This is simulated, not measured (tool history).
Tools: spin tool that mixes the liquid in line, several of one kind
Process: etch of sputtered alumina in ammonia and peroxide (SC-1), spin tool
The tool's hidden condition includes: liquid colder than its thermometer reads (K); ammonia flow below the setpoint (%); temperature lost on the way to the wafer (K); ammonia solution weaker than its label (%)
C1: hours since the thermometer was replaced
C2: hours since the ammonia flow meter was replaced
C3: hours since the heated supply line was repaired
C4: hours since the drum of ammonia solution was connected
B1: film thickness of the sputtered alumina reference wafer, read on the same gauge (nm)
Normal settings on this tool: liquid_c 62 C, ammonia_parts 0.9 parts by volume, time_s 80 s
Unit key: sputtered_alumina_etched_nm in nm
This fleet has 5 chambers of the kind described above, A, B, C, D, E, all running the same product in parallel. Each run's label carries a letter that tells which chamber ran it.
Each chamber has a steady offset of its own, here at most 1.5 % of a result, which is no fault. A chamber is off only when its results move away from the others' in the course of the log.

{"hour": 10.2, "done": "chamber D: ammonia flow meter replaced"}
{"run": "1C", "hour": 12.5, "liquid_c": 62, "ammonia_parts": 0.9, "time_s": 80, "C1": 559.3, "C2": 1236.5, "C3": 948.9, "C4": 214.9, "B1": 89.991, "sputtered_alumina_etched_nm": 7.6328}
{"run": "2D", "hour": 19.9, "liquid_c": 62, "ammonia_parts": 0.9, "time_s": 80, "C1": 427.4, "C2": 9.8, "C3": 438.8, "C4": 552.6, "B1": 90.002, "sputtered_alumina_etched_nm": 7.6471}
{"run": "3B", "hour": 25.8, "liquid_c": 62, "ammonia_parts": 0.9, "time_s": 80, "C1": 1524.7, "C2": 503.3, "C3": 1429.2, "C4": 171.8, "B1": 89.974, "sputtered_alumina_etched_nm": 7.6223}
{"run": "4A", "hour": 37.3, "liquid_c": 62, "ammonia_parts": 0.9, "time_s": 80, "C1": 597.7, "C2": 408.8, "C3": 1926.7, "C4": 148.3, "B1": 90.008, "sputtered_alumina_etched_nm": 7.5745}
{"run": "5E", "hour": 46.1, "liquid_c": 62, "ammonia_parts": 0.9, "time_s": 80, "C1": 681.9, "C2": 1864.2, "C3": 231.4, "C4": 592.4, "B1": 90.012, "sputtered_alumina_etched_nm": 7.5441}
{"hour": 46.2, "done": "chamber C: heated supply line repaired"}
{"run": "6B", "hour": 52.3, "liquid_c": 62, "ammonia_parts": 1.1, "time_s": 110, "C1": 1551.2, "C2": 529.8, "C3": 1455.7, "C4": 198.3, "B1": 90.016, "sputtered_alumina_etched_nm": 10.692}
{"run": "7E", "hour": 63.8, "liquid_c": 62, "ammonia_parts": 1.1, "time_s": 110, "C1": 699.6, "C2": 1881.9, "C3": 249.1, "C4": 610.1, "B1": 90.014, "sputtered_alumina_etched_nm": 10.545}
{"run": "8D", "hour": 71.4, "liquid_c": 62, "ammonia_parts": 1.1, "time_s": 110, "C1": 478.9, "C2": 61.3, "C3": 490.3, "C4": 604.1, "B1": 90.023, "sputtered_alumina_etched_nm": 10.628}
{"run": "9C", "hour": 79.1, "liquid_c": 62, "ammonia_parts": 1.1, "time_s": 110, "C1": 625.9, "C2": 1303.1, "C3": 32.9, "C4": 281.5, "B1": 89.974, "sputtered_alumina_etched_nm": 10.643}
{"run": "10A", "hour": 89.3, "liquid_c": 62, "ammonia_parts": 1.1, "time_s": 110, "C1": 649.7, "C2": 460.8, "C3": 1978.7, "C4": 200.3, "B1": 89.987, "sputtered_alumina_etched_nm": 10.654}
{"run": "11D", "hour": 95.1, "liquid_c": 62, "ammonia_parts": 1.1, "time_s": 80, "C1": 502.6, "C2": 85, "C3": 514, "C4": 627.8, "B1": 90.006, "sputtered_alumina_etched_nm": 7.7446}
{"hour": 101.3, "done": "chamber B: new drum of ammonia solution connected"}
{"run": "12E", "hour": 104.2, "liquid_c": 62, "ammonia_parts": 1.1, "time_s": 80, "C1": 740, "C2": 1922.3, "C3": 289.5, "C4": 650.5, "B1": 90.007, "sputtered_alumina_etched_nm": 7.5445}
{"run": "13C", "hour": 116.6, "liquid_c": 62, "ammonia_parts": 1.1, "time_s": 80, "C1": 663.4, "C2": 1340.6, "C3": 70.4, "C4": 319, "B1": 89.999, "sputtered_alumina_etched_nm": 7.7066}
{"run": "14A", "hour": 125.1, "liquid_c": 62, "ammonia_parts": 1.1, "time_s": 80, "C1": 685.5, "C2": 496.6, "C3": 2014.5, "C4": 236.1, "B1": 89.976, "sputtered_alumina_etched_nm": 7.7004}
{"run": "15B", "hour": 134.2, "liquid_c": 62, "ammonia_parts": 1.1, "time_s": 80, "C1": 1633.1, "C2": 611.7, "C3": 1537.6, "C4": 33, "B1": 90.003, "sputtered_alumina_etched_nm": 7.769}
{"run": "16D", "hour": 144.0, "liquid_c": 55.5, "ammonia_parts": 0.9, "time_s": 80, "C1": 551.5, "C2": 133.9, "C3": 562.9, "C4": 676.7, "B1": 89.983, "sputtered_alumina_etched_nm": 5.44}
{"run": "17E", "hour": 153.0, "liquid_c": 55.5, "ammonia_parts": 0.9, "time_s": 80, "C1": 788.8, "C2": 1971.1, "C3": 338.3, "C4": 699.3, "B1": 90.02, "sputtered_alumina_etched_nm": 5.2675}
{"run": "18B", "hour": 161.4, "liquid_c": 55.5, "ammonia_parts": 0.9, "time_s": 80, "C1": 1660.3, "C2": 638.9, "C3": 1564.8, "C4": 60.2, "B1": 89.993, "sputtered_alumina_etched_nm": 5.5119}
{"run": "19C", "hour": 173.7, "liquid_c": 55.5, "ammonia_parts": 0.9, "time_s": 80, "C1": 720.5, "C2": 1397.7, "C3": 127.5, "C4": 376.1, "B1": 90.003, "sputtered_alumina_etched_nm": 5.4532}
{"run": "20A", "hour": 184.6, "liquid_c": 55.5, "ammonia_parts": 0.9, "time_s": 80, "C1": 745, "C2": 556.1, "C3": 2074, "C4": 295.6, "B1": 90.019, "sputtered_alumina_etched_nm": 5.3987}
{"run": "21E", "hour": 194.2, "liquid_c": 62, "ammonia_parts": 0.9, "time_s": 80, "C1": 830, "C2": 2012.3, "C3": 379.5, "C4": 740.5, "B1": 89.999, "sputtered_alumina_etched_nm": 7.3819}
{"run": "22B", "hour": 201.9, "liquid_c": 62, "ammonia_parts": 0.9, "time_s": 80, "C1": 1700.8, "C2": 679.4, "C3": 1605.3, "C4": 100.7, "B1": 90.015, "sputtered_alumina_etched_nm": 7.6744}
{"run": "23D", "hour": 212.5, "liquid_c": 62, "ammonia_parts": 0.9, "time_s": 80, "C1": 620, "C2": 202.4, "C3": 631.4, "C4": 745.2, "B1": 89.993, "sputtered_alumina_etched_nm": 7.6234}
{"run": "24A", "hour": 221.3, "liquid_c": 62, "ammonia_parts": 0.9, "time_s": 80, "C1": 781.7, "C2": 592.8, "C3": 2110.7, "C4": 332.3, "B1": 90.016, "sputtered_alumina_etched_nm": 7.5582}
{"run": "25C", "hour": 231.3, "liquid_c": 62, "ammonia_parts": 0.9, "time_s": 80, "C1": 778.1, "C2": 1455.3, "C3": 185.1, "C4": 433.7, "B1": 90, "sputtered_alumina_etched_nm": 7.6455}
{"run": "26E", "hour": 238.2, "liquid_c": 62, "ammonia_parts": 0.9, "time_s": 80, "C1": 874, "C2": 2056.3, "C3": 423.5, "C4": 784.5, "B1": 90.003, "sputtered_alumina_etched_nm": 7.2649}
{"run": "27D", "hour": 247.5, "liquid_c": 62, "ammonia_parts": 0.9, "time_s": 80, "C1": 655, "C2": 237.4, "C3": 666.4, "C4": 780.2, "B1": 89.998, "sputtered_alumina_etched_nm": 7.5925}
{"run": "28B", "hour": 253.7, "liquid_c": 62, "ammonia_parts": 0.9, "time_s": 80, "C1": 1752.6, "C2": 731.2, "C3": 1657.1, "C4": 152.5, "B1": 89.985, "sputtered_alumina_etched_nm": 7.6219}
{"run": "29A", "hour": 262.3, "liquid_c": 58.5, "ammonia_parts": 0.9, "time_s": 110, "C1": 822.7, "C2": 633.8, "C3": 2151.7, "C4": 373.3, "B1": 90.006, "sputtered_alumina_etched_nm": 8.7327}
{"run": "30C", "hour": 272.5, "liquid_c": 58.5, "ammonia_parts": 0.9, "time_s": 110, "C1": 819.3, "C2": 1496.5, "C3": 226.3, "C4": 474.9, "B1": 90.011, "sputtered_alumina_etched_nm": 8.7625}

One chamber off, gauge drift, or nothing amiss beyond the chambers' own small offsets? If it is a chamber, which one, and what is the likeliest cause?

One chamber, E, drifts off from the rest bit by bit.
What lies behind it: liquid colder than its thermometer reads (K) = 0.872.
The log may not separate it from: temperature lost on the way to the wafer (K).

Here are 4 candidates for chamber E's next run, each the usual settings with a change, their results left as question marks. Which one brings its results back in line with what the others give on the usual settings?
Maximum distance from the other chambers' mean on the usual settings for a result to count as in line: sputtered_alumina_etched_nm 0.12 nm
{"run": "31E-1", "hour": 282.1, "liquid_c": 62, "ammonia_parts": 0.5, "time_s": 80, "sputtered_alumina_etched_nm": "?"}
{"run": "31E-2", "hour": 282.1, "liquid_c": 60, "ammonia_parts": 0.9, "time_s": 80, "sputtered_alumina_etched_nm": "?"}
{"run": "31E-3", "hour": 282.1, "liquid_c": 62, "ammonia_parts": 0.9, "time_s": 85, "sputtered_alumina_etched_nm": "?"}
{"run": "31E-4", "hour": 282.1, "liquid_c": 64, "ammonia_parts": 0.9, "time_s": 80, "sputtered_alumina_etched_nm": "?"}

The mean the other chambers reach with the usual settings: sputtered_alumina_etched_nm 7.6135 nm
run=31E-1 sputtered_alumina_etched_nm=6.8014
run=31E-2 sputtered_alumina_etched_nm=6.5001
run=31E-3 sputtered_alumina_etched_nm=7.6484
run=31E-4 sputtered_alumina_etched_nm=7.9569
The answer is 31E-3, which returns the chamber to within the allowed miss of the others.

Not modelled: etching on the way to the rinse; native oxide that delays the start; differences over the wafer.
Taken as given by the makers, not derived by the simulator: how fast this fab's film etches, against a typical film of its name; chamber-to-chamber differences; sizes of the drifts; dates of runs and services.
